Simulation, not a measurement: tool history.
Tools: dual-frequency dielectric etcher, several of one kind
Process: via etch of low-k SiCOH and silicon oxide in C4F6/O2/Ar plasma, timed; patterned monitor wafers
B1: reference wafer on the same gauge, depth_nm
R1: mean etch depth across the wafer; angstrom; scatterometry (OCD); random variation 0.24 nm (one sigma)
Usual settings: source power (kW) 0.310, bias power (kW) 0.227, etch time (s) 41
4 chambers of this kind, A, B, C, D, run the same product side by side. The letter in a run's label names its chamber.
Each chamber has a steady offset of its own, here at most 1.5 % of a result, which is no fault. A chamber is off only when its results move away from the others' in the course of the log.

At day 0.133: chamber A: wet clean of the chamber.
Run 1D, day 0.171: usual settings; B1 105.00. Result: R1 1058.10 angstrom.
Run 2C, day 0.350: usual settings; B1 104.98. Result: R1 1052.80 angstrom.
Run 3B, day 0.488: usual settings; B1 104.96. Result: R1 1040.60 angstrom.
Run 4A, day 0.696: usual settings; B1 105.00. Result: R1 1046.70 angstrom.
Run 5D, day 0.917: usual settings; B1 105.07. Result: R1 1058.30 angstrom.
Run 6B, day 1.088: usual settings; B1 105.01. Result: R1 1038.30 angstrom.
Run 7A, day 1.271: usual settings; B1 105.00. Result: R1 1046.90 angstrom.
Run 8C, day 1.396: usual settings; B1 105.00. Result: R1 1058.50 angstrom.
Run 9C, day 1.675: usual settings; B1 104.96. Result: R1 1052.70 angstrom.
Run 10D, day 1.821: usual settings; B1 104.97. Result: R1 1055.30 angstrom.
Run 11B, day 1.954: usual settings; B1 104.96. Result: R1 1035.60 angstrom.
Run 12A, day 2.150: usual settings; B1 105.01. Result: R1 1046.80 angstrom.
Run 13B, day 2.304: usual settings; B1 104.99. Result: R1 1040.10 angstrom.
At day 2.362: chamber D: source power generator calibrated.
Run 14D, day 2.538: usual settings; B1 104.98. Result: R1 1061.30 angstrom.
Run 15A, day 2.758: usual settings; B1 104.94. Result: R1 1047.60 angstrom.
Run 16C, day 2.979: usual settings; B1 104.98. Result: R1 1054.70 angstrom.
Run 17B, day 3.242: usual settings; B1 105.06. Result: R1 1039.10 angstrom.
Run 18C, day 3.379: usual settings; B1 105.03. Result: R1 1058.30 angstrom.
Run 19A, day 3.579: usual settings; B1 105.07. Result: R1 1044.90 angstrom.
Run 20D, day 3.725: usual settings; B1 104.97. Result: R1 1059.10 angstrom.
Run 21B, day 4.017: usual settings; B1 105.05. Result: R1 1039.70 angstrom.
Run 22D, day 4.250: usual settings; B1 105.04. Result: R1 1058.80 angstrom.
Run 23A, day 4.396: usual settings; B1 104.96. Result: R1 1043.30 angstrom.
Run 24C, day 4.583: usual settings; B1 104.94. Result: R1 1056.90 angstrom.
Run 25C, day 4.712: usual settings but source power (kW) 0.270, bias power (kW) 0.204; B1 104.97. Result: R1 970.03 angstrom.
Run 26B, day 5.004: usual settings but source power (kW) 0.270, bias power (kW) 0.204; B1 105.01. Result: R1 953.92 angstrom.
Run 27A, day 5.204: usual settings but source power (kW) 0.270, bias power (kW) 0.204; B1 104.97. Result: R1 959.37 angstrom.
Run 28D, day 5.396: usual settings but source power (kW) 0.270, bias power (kW) 0.204; B1 104.99. Result: R1 970.06 angstrom.
At day 5.508: chamber B: wet clean of the chamber.
Run 29A, day 5.683: usual settings; B1 105.03. Result: R1 1046.30 angstrom.
Run 30B, day 5.946: usual settings; B1 105.04. Result: R1 1027.90 angstrom.
Run 31C, day 6.229: usual settings but source power (kW) 0.340, bias power (kW) 0.281; B1 104.93. Result: R1 1174.80 angstrom.
Run 32D, day 6.433: usual settings but source power (kW) 0.340, bias power (kW) 0.281; B1 104.97. Result: R1 1183.80 angstrom.
Run 33D, day 6.588: usual settings but source power (kW) 0.340, bias power (kW) 0.281; B1 104.99. Result: R1 1178.50 angstrom.
Run 34A, day 6.846: usual settings but source power (kW) 0.340, bias power (kW) 0.281; B1 104.93. Result: R1 1168.30 angstrom.
Run 35B, day 7.054: usual settings; B1 104.97. Result: R1 1027.80 angstrom.
Run 36C, day 7.321: usual settings; B1 105.02. Result: R1 1060.00 angstrom.
Run 37A, day 7.521: usual settings; B1 104.93. Result: R1 1047.70 angstrom.
Run 38D, day 7.775: usual settings; B1 104.96. Result: R1 1060.00 angstrom.
Run 39B, day 7.962: usual settings; B1 105.03. Result: R1 1023.30 angstrom.
Run 40C, day 8.138: usual settings; B1 105.02. Result: R1 1055.60 angstrom.
Run 41D, day 8.267: usual settings; B1 104.96. Result: R1 1061.50 angstrom.
Run 42B, day 8.529: usual settings; B1 105.06. Result: R1 1022.50 angstrom.

What goes on in this fleet: one chamber off, a drifting gauge, or nothing beyond the chambers' own small offsets? Name the chamber and the cause, if any.

A service left chamber B off against the others.
Cause: etch rate under this chamber's usual, % = 1.45.

Here are 4 candidates for chamber B's next run, each the usual settings with a change, their results left as question marks. Which one brings its results back in line with what the others give on the usual settings?
In line means no further than this from the other chambers' mean on the usual settings: R1 8.60 angstrom
Run 43B-1, day 8.738: usual settings but bias power (kW) 0.225, etch time (s) 40. Result: R1 ?.
Run 43B-2, day 8.738: usual settings but bias power (kW) 0.269. Result: R1 ?.
Run 43B-3, day 8.738: usual settings but bias power (kW) 0.190. Result: R1 ?.
Run 43B-4, day 8.738: usual settings but bias power (kW) 0.247. Result: R1 ?.

The other chambers' mean on the usual settings: R1 1055.20 angstrom
  run       R1
43B-1   995.90
43B-2  1084.70
43B-3   965.59
43B-4  1053.40
43B-4 brings the chamber back in line.

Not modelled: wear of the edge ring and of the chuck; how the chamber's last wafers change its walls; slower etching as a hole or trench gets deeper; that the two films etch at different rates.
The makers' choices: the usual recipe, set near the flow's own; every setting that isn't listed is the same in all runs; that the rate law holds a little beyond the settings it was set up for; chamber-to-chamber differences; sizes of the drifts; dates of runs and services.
